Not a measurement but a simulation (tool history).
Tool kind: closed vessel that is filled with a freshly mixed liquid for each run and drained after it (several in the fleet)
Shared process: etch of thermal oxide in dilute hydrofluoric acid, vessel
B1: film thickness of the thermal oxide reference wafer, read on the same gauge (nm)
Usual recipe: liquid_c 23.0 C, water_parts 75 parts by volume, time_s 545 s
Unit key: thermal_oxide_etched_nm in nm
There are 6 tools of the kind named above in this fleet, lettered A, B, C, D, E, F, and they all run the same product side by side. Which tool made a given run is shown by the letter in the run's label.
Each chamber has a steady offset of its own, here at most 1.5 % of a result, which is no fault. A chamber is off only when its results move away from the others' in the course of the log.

run 1D hour=5.2 | liquid_c=23.0 water_parts=75 time_s=545 | B1=40.016 | thermal_oxide_etched_nm=35.637
run 2E hour=12.1 | liquid_c=23.0 water_parts=75 time_s=545 | B1=39.990 | thermal_oxide_etched_nm=35.950
run 3A hour=16.6 | liquid_c=23.0 water_parts=75 time_s=545 | B1=40.004 | thermal_oxide_etched_nm=36.372
run 4F hour=24.8 | liquid_c=23.0 water_parts=75 time_s=545 | B1=40.010 | thermal_oxide_etched_nm=35.160
run 5B hour=33.9 | liquid_c=23.0 water_parts=75 time_s=545 | B1=39.999 | thermal_oxide_etched_nm=35.458
run 6C hour=40.0 | liquid_c=23.0 water_parts=75 time_s=545 | B1=40.004 | thermal_oxide_etched_nm=35.900
run 7F hour=48.6 | liquid_c=23.0 water_parts=75 time_s=545 | B1=39.988 | thermal_oxide_etched_nm=36.237
run 8C hour=56.2 | liquid_c=23.0 water_parts=75 time_s=545 | B1=40.012 | thermal_oxide_etched_nm=35.909
run 9D hour=60.2 | liquid_c=23.0 water_parts=75 time_s=545 | B1=40.025 | thermal_oxide_etched_nm=36.071
run 10A hour=66.8 | liquid_c=23.0 water_parts=75 time_s=545 | B1=40.010 | thermal_oxide_etched_nm=35.575
run 11B hour=73.7 | liquid_c=23.0 water_parts=75 time_s=545 | B1=40.013 | thermal_oxide_etched_nm=35.828
run 12E hour=82.7 | liquid_c=23.0 water_parts=75 time_s=545 | B1=40.009 | thermal_oxide_etched_nm=35.855
run 13E hour=87.9 | liquid_c=23.0 water_parts=75 time_s=545 | B1=39.998 | thermal_oxide_etched_nm=35.878
run 14C hour=94.4 | liquid_c=23.0 water_parts=75 time_s=545 | B1=40.016 | thermal_oxide_etched_nm=35.796
run 15B hour=99.0 | liquid_c=23.0 water_parts=75 time_s=545 | B1=40.006 | thermal_oxide_etched_nm=35.575
run 16A hour=105.6 | liquid_c=23.0 water_parts=75 time_s=545 | B1=40.005 | thermal_oxide_etched_nm=35.435
run 17F hour=110.9 | liquid_c=23.0 water_parts=75 time_s=545 | B1=39.992 | thermal_oxide_etched_nm=35.198
-- hour=116.4 chamber E: hydrofluoric acid flow meter replaced
run 18D hour=116.7 | liquid_c=23.0 water_parts=75 time_s=545 | B1=40.001 | thermal_oxide_etched_nm=35.596
run 19F hour=120.7 | liquid_c=23.0 water_parts=75 time_s=545 | B1=39.995 | thermal_oxide_etched_nm=36.319
run 20C hour=127.1 | liquid_c=23.0 water_parts=75 time_s=545 | B1=40.008 | thermal_oxide_etched_nm=35.845
run 21A hour=131.1 | liquid_c=23.0 water_parts=75 time_s=545 | B1=39.990 | thermal_oxide_etched_nm=35.272
run 22E hour=136.2 | liquid_c=23.0 water_parts=75 time_s=545 | B1=39.996 | thermal_oxide_etched_nm=35.530
run 23D hour=143.7 | liquid_c=23.0 water_parts=75 time_s=545 | B1=40.005 | thermal_oxide_etched_nm=35.457
run 24B hour=149.8 | liquid_c=23.0 water_parts=75 time_s=545 | B1=40.004 | thermal_oxide_etched_nm=35.466
run 25D hour=158.6 | liquid_c=20.5 water_parts=75 time_s=860 | B1=39.999 | thermal_oxide_etched_nm=50.196
run 26B hour=162.6 | liquid_c=20.5 water_parts=75 time_s=860 | B1=39.991 | thermal_oxide_etched_nm=50.648
-- hour=164.6 chamber F: thermometer replaced
run 27E hour=167.2 | liquid_c=20.5 water_parts=75 time_s=860 | B1=39.982 | thermal_oxide_etched_nm=51.149
-- hour=172.6 chamber A: hydrofluoric acid flow meter replaced
run 28C hour=175.0 | liquid_c=20.5 water_parts=75 time_s=860 | B1=40.014 | thermal_oxide_etched_nm=50.948
run 29A hour=180.9 | liquid_c=20.5 water_parts=75 time_s=860 | B1=40.025 | thermal_oxide_etched_nm=50.096
run 30F hour=189.3 | liquid_c=20.5 water_parts=75 time_s=860 | B1=39.980 | thermal_oxide_etched_nm=50.162
run 31F hour=197.7 | liquid_c=23.0 water_parts=75 time_s=545 | B1=39.998 | thermal_oxide_etched_nm=36.023
run 32A hour=202.5 | liquid_c=23.0 water_parts=75 time_s=545 | B1=40.000 | thermal_oxide_etched_nm=35.469
run 33B hour=208.7 | liquid_c=23.0 water_parts=75 time_s=545 | B1=39.978 | thermal_oxide_etched_nm=35.342
run 34E hour=214.2 | liquid_c=23.0 water_parts=75 time_s=545 | B1=39.986 | thermal_oxide_etched_nm=36.379
run 35D hour=218.5 | liquid_c=23.0 water_parts=75 time_s=545 | B1=39.999 | thermal_oxide_etched_nm=35.526
run 36C hour=226.2 | liquid_c=23.0 water_parts=75 time_s=545 | B1=40.002 | thermal_oxide_etched_nm=35.522

All chambers now run identical settings, listed one chamber a line with results as question marks. What results will each chamber show?
run 37A hour=232.8 | liquid_c=23.0 water_parts=75 time_s=545 | thermal_oxide_etched_nm=?
run 37B hour=232.8 | liquid_c=23.0 water_parts=75 time_s=545 | thermal_oxide_etched_nm=?
run 37C hour=232.8 | liquid_c=23.0 water_parts=75 time_s=545 | thermal_oxide_etched_nm=?
run 37D hour=232.8 | liquid_c=23.0 water_parts=75 time_s=545 | thermal_oxide_etched_nm=?
run 37E hour=232.8 | liquid_c=23.0 water_parts=75 time_s=545 | thermal_oxide_etched_nm=?
run 37F hour=232.8 | liquid_c=23.0 water_parts=75 time_s=545 | thermal_oxide_etched_nm=?

run=37A thermal_oxide_etched_nm=35.188
run=37B thermal_oxide_etched_nm=35.754
run=37C thermal_oxide_etched_nm=35.733
run=37D thermal_oxide_etched_nm=35.494
run=37E thermal_oxide_etched_nm=37.078
run=37F thermal_oxide_etched_nm=35.785

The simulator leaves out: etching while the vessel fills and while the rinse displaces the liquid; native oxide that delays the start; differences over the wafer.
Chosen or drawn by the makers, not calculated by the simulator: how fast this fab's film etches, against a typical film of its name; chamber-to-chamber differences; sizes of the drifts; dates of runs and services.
